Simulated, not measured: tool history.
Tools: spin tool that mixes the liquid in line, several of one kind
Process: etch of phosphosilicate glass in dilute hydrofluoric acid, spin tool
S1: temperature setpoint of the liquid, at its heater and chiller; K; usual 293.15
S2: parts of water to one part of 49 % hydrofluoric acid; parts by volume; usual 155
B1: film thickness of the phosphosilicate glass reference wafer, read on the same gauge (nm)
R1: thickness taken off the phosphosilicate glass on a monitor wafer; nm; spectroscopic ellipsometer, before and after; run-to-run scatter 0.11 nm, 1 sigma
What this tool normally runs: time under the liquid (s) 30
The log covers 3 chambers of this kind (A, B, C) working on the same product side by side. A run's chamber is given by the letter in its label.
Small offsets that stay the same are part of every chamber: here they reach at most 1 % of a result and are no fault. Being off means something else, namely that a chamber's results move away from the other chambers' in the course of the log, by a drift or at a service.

run 1B hour=8.7 | S1=293.15 S2=155 time_under_the_liquid_(s)=30 | B1=149.96 | R1=20.619
run 2A hour=15.2 | S1=293.15 S2=155 time_under_the_liquid_(s)=30 | B1=149.94 | R1=21.135
run 3C hour=24.7 | S1=293.15 S2=155 time_under_the_liquid_(s)=30 | B1=150.01 | R1=20.719
run 4A hour=34.2 | S1=293.15 S2=155 time_under_the_liquid_(s)=30 | B1=150.02 | R1=21.191
run 5C hour=42.7 | S1=294.65 S2=155 time_under_the_liquid_(s)=30 | B1=150.01 | R1=22.163
run 6B hour=53.8 | S1=294.65 S2=155 time_under_the_liquid_(s)=30 | B1=149.97 | R1=22.189
run 7A hour=61.9 | S1=294.65 S2=155 time_under_the_liquid_(s)=30 | B1=150.00 | R1=22.311
run 8C hour=67.4 | S1=293.15 S2=155 time_under_the_liquid_(s)=30 | B1=150.01 | R1=20.972
run 9B hour=77.1 | S1=293.15 S2=155 time_under_the_liquid_(s)=30 | B1=150.01 | R1=20.965
run 10A hour=85.0 | S1=297.15 S2=90 time_under_the_liquid_(s)=30 | B1=150.02 | R1=45.606
run 11C hour=92.0 | S1=297.15 S2=90 time_under_the_liquid_(s)=30 | B1=150.00 | R1=44.703
run 12B hour=98.6 | S1=297.15 S2=90 time_under_the_liquid_(s)=30 | B1=150.04 | R1=45.197
run 13A hour=107.8 | S1=293.15 S2=155 time_under_the_liquid_(s)=30 | B1=150.05 | R1=21.098
run 14C hour=113.3 | S1=293.15 S2=155 time_under_the_liquid_(s)=30 | B1=150.00 | R1=20.777
run 15B hour=122.2 | S1=293.15 S2=155 time_under_the_liquid_(s)=30 | B1=149.97 | R1=20.823
run 16B hour=132.0 | S1=293.15 S2=155 time_under_the_liquid_(s)=30 | B1=149.99 | R1=20.966
run 17A hour=140.4 | S1=293.15 S2=155 time_under_the_liquid_(s)=30 | B1=149.98 | R1=21.270
run 18C hour=148.9 | S1=293.15 S2=155 time_under_the_liquid_(s)=30 | B1=149.99 | R1=21.100
run 19A hour=154.2 | S1=293.15 S2=155 time_under_the_liquid_(s)=30 | B1=149.97 | R1=21.326
-- hour=157.1 chamber B: hydrofluoric acid flow meter replaced
run 20C hour=159.3 | S1=293.15 S2=155 time_under_the_liquid_(s)=30 | B1=149.97 | R1=20.969
-- hour=167.4 chamber C: hydrofluoric acid flow meter replaced
run 21B hour=169.8 | S1=293.15 S2=155 time_under_the_liquid_(s)=30 | B1=150.02 | R1=20.984
run 22B hour=179.0 | S1=293.15 S2=155 time_under_the_liquid_(s)=30 | B1=150.00 | R1=20.778
run 23C hour=185.9 | S1=293.15 S2=155 time_under_the_liquid_(s)=30 | B1=150.05 | R1=21.509
run 24A hour=197.2 | S1=296.65 S2=155 time_under_the_liquid_(s)=15 | B1=150.00 | R1=12.138
run 25A hour=204.5 | S1=296.65 S2=155 time_under_the_liquid_(s)=15 | B1=149.97 | R1=12.119
run 26C hour=214.7 | S1=296.65 S2=155 time_under_the_liquid_(s)=15 | B1=150.01 | R1=12.294
run 27B hour=224.6 | S1=297.65 S2=155 time_under_the_liquid_(s)=30 | B1=149.97 | R1=24.783
run 28A hour=232.2 | S1=297.65 S2=155 time_under_the_liquid_(s)=30 | B1=149.97 | R1=25.296
run 29C hour=243.1 | S1=297.65 S2=155 time_under_the_liquid_(s)=30 | B1=150.00 | R1=25.934
run 30B hour=249.6 | S1=293.15 S2=155 time_under_the_liquid_(s)=45 | B1=149.99 | R1=31.360
run 31C hour=257.0 | S1=293.15 S2=155 time_under_the_liquid_(s)=45 | B1=150.01 | R1=32.728
run 32B hour=267.1 | S1=293.15 S2=155 time_under_the_liquid_(s)=45 | B1=150.01 | R1=31.278
run 33A hour=276.3 | S1=293.15 S2=155 time_under_the_liquid_(s)=15 | B1=150.00 | R1=10.480
run 34B hour=284.3 | S1=293.15 S2=155 time_under_the_liquid_(s)=15 | B1=149.97 | R1=10.514
run 35A hour=292.5 | S1=293.15 S2=155 time_under_the_liquid_(s)=15 | B1=149.99 | R1=10.617
run 36C hour=297.5 | S1=293.15 S2=155 time_under_the_liquid_(s)=30 | B1=150.02 | R1=22.155
run 37A hour=304.3 | S1=293.15 S2=155 time_under_the_liquid_(s)=30 | B1=150.05 | R1=21.168
run 38C hour=311.2 | S1=293.15 S2=155 time_under_the_liquid_(s)=30 | B1=150.00 | R1=22.126
run 39B hour=320.5 | S1=293.15 S2=155 time_under_the_liquid_(s)=30 | B1=150.01 | R1=20.971
run 40B hour=327.6 | S1=293.15 S2=155 time_under_the_liquid_(s)=30 | B1=150.07 | R1=20.938

Each of the 3 chambers runs these same settings next. Fill in every chamber's results:
run 41A hour=335.7 | S1=293.15 S2=185 time_under_the_liquid_(s)=30 | R1=?
run 41B hour=335.7 | S1=293.15 S2=185 time_under_the_liquid_(s)=30 | R1=?
run 41C hour=335.7 | S1=293.15 S2=185 time_under_the_liquid_(s)=30 | R1=?

run=41A R1=17.068
run=41B R1=17.080
run=41C R1=18.211

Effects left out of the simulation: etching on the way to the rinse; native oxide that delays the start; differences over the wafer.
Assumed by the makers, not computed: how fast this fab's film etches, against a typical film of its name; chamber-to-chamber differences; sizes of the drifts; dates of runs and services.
